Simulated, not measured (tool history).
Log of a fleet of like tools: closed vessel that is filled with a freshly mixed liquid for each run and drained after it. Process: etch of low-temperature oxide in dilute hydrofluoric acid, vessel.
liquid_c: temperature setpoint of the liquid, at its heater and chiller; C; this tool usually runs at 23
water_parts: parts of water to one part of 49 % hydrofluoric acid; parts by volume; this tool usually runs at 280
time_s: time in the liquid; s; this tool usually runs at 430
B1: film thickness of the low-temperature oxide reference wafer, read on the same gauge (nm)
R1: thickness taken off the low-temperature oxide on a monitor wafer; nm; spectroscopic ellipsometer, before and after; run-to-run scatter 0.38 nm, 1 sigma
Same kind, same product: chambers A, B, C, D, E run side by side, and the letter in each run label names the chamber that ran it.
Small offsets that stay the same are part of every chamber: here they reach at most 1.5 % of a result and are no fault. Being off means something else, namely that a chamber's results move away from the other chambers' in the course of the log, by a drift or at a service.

Run 1B, hour 6.9: usual settings; B1 80.005. Result: R1 43.273 nm.
Run 2D, hour 14.0: usual settings; B1 80.030. Result: R1 42.488 nm.
Run 3A, hour 20.5: usual settings; B1 79.965. Result: R1 42.476 nm.
Run 4C, hour 24.8: usual settings; B1 80.043. Result: R1 43.435 nm.
Run 5E, hour 28.1: usual settings; B1 80.065. Result: R1 43.130 nm.
Run 6E, hour 35.0: usual settings; B1 79.958. Result: R1 42.855 nm.
Run 7B, hour 40.6: usual settings; B1 80.049. Result: R1 42.823 nm.
Run 8A, hour 47.1: usual settings; B1 80.035. Result: R1 43.268 nm.
Run 9C, hour 53.6: usual settings; B1 80.020. Result: R1 43.172 nm.
Run 10D, hour 57.1: usual settings; B1 80.001. Result: R1 43.167 nm.
Run 11A, hour 63.6: usual settings; B1 80.023. Result: R1 43.486 nm.
Run 12E, hour 67.6: usual settings; B1 80.009. Result: R1 42.797 nm.
Run 13C, hour 72.8: usual settings; B1 79.997. Result: R1 44.001 nm.
Run 14B, hour 78.5: usual settings but water_parts 350 parts by volume; B1 79.958. Result: R1 31.822 nm.
Run 15D, hour 84.5: usual settings but water_parts 350 parts by volume; B1 79.967. Result: R1 31.840 nm.
Run 16C, hour 89.7: usual settings but water_parts 350 parts by volume; B1 80.057. Result: R1 32.738 nm.
Run 17E, hour 96.0: usual settings but water_parts 350 parts by volume; B1 80.006. Result: R1 32.087 nm.
Run 18D, hour 100.8: usual settings but water_parts 350 parts by volume; B1 80.028. Result: R1 32.049 nm.
Run 19A, hour 105.1: usual settings; B1 80.035. Result: R1 43.463 nm.
Run 20B, hour 110.1: usual settings; B1 80.037. Result: R1 42.555 nm.
Run 21C, hour 114.4: usual settings; B1 80.021. Result: R1 45.316 nm.
Run 22D, hour 117.7: usual settings; B1 79.999. Result: R1 43.407 nm.
Run 23E, hour 122.5: usual settings; B1 79.987. Result: R1 42.525 nm.
Run 24B, hour 127.1: usual settings; B1 79.968. Result: R1 42.765 nm.
Run 25A, hour 132.4: usual settings; B1 80.017. Result: R1 43.024 nm.
Run 26C, hour 138.6: usual settings; B1 80.001. Result: R1 45.586 nm.
Run 27A, hour 144.5: usual settings; B1 79.994. Result: R1 43.725 nm.
Run 28D, hour 147.9: usual settings; B1 80.018. Result: R1 43.061 nm.
Run 29B, hour 153.7: usual settings; B1 79.984. Result: R1 42.140 nm.
Run 30E, hour 157.3: usual settings; B1 80.038. Result: R1 42.855 nm.
Run 31C, hour 164.4: usual settings; B1 79.984. Result: R1 46.411 nm.
Run 32D, hour 170.8: usual settings; B1 79.971. Result: R1 42.503 nm.
Run 33B, hour 175.0: usual settings but time_s 185 s; B1 79.975. Result: R1 18.326 nm.
Run 34A, hour 179.8: usual settings but time_s 185 s; B1 79.950. Result: R1 18.666 nm.

Has any chamber moved away from the others, gradually or after a service, or does the common gauge drift, or do the chambers differ only by their own small steady offsets? State the chamber and the most likely cause if one applies.

Chamber C drifts away from the others.
Likeliest cause: hydrofluoric acid flow above the setpoint (%) = 6.41.
It could be hard to tell apart here from: liquid hotter than its thermometer reads (K).

Which of the 4 candidates below, each the usual settings with something changed and its results left as question marks, puts chamber C back in line with what the other chambers give on the usual settings?
Allowed miss from the other chambers' usual-settings mean, per result, to count as in line: R1 1.300 nm
Run 35C-1, hour 184.9: usual settings but water_parts 285 parts by volume, time_s 425 s. Result: R1 ?.
Run 35C-2, hour 184.9: usual settings but water_parts 270 parts by volume, time_s 445 s. Result: R1 ?.
Run 35C-3, hour 184.9: usual settings but water_parts 300 parts by volume. Result: R1 ?.
Run 35C-4, hour 184.9: usual settings but water_parts 275 parts by volume, time_s 435 s. Result: R1 ?.

Other chambers, usual settings, mean: R1 42.944 nm
  run      R1
35C-1  45.009
35C-2  50.477
35C-3  42.644
35C-4  48.208
With 35C-3, the chamber falls back in line with the rest.
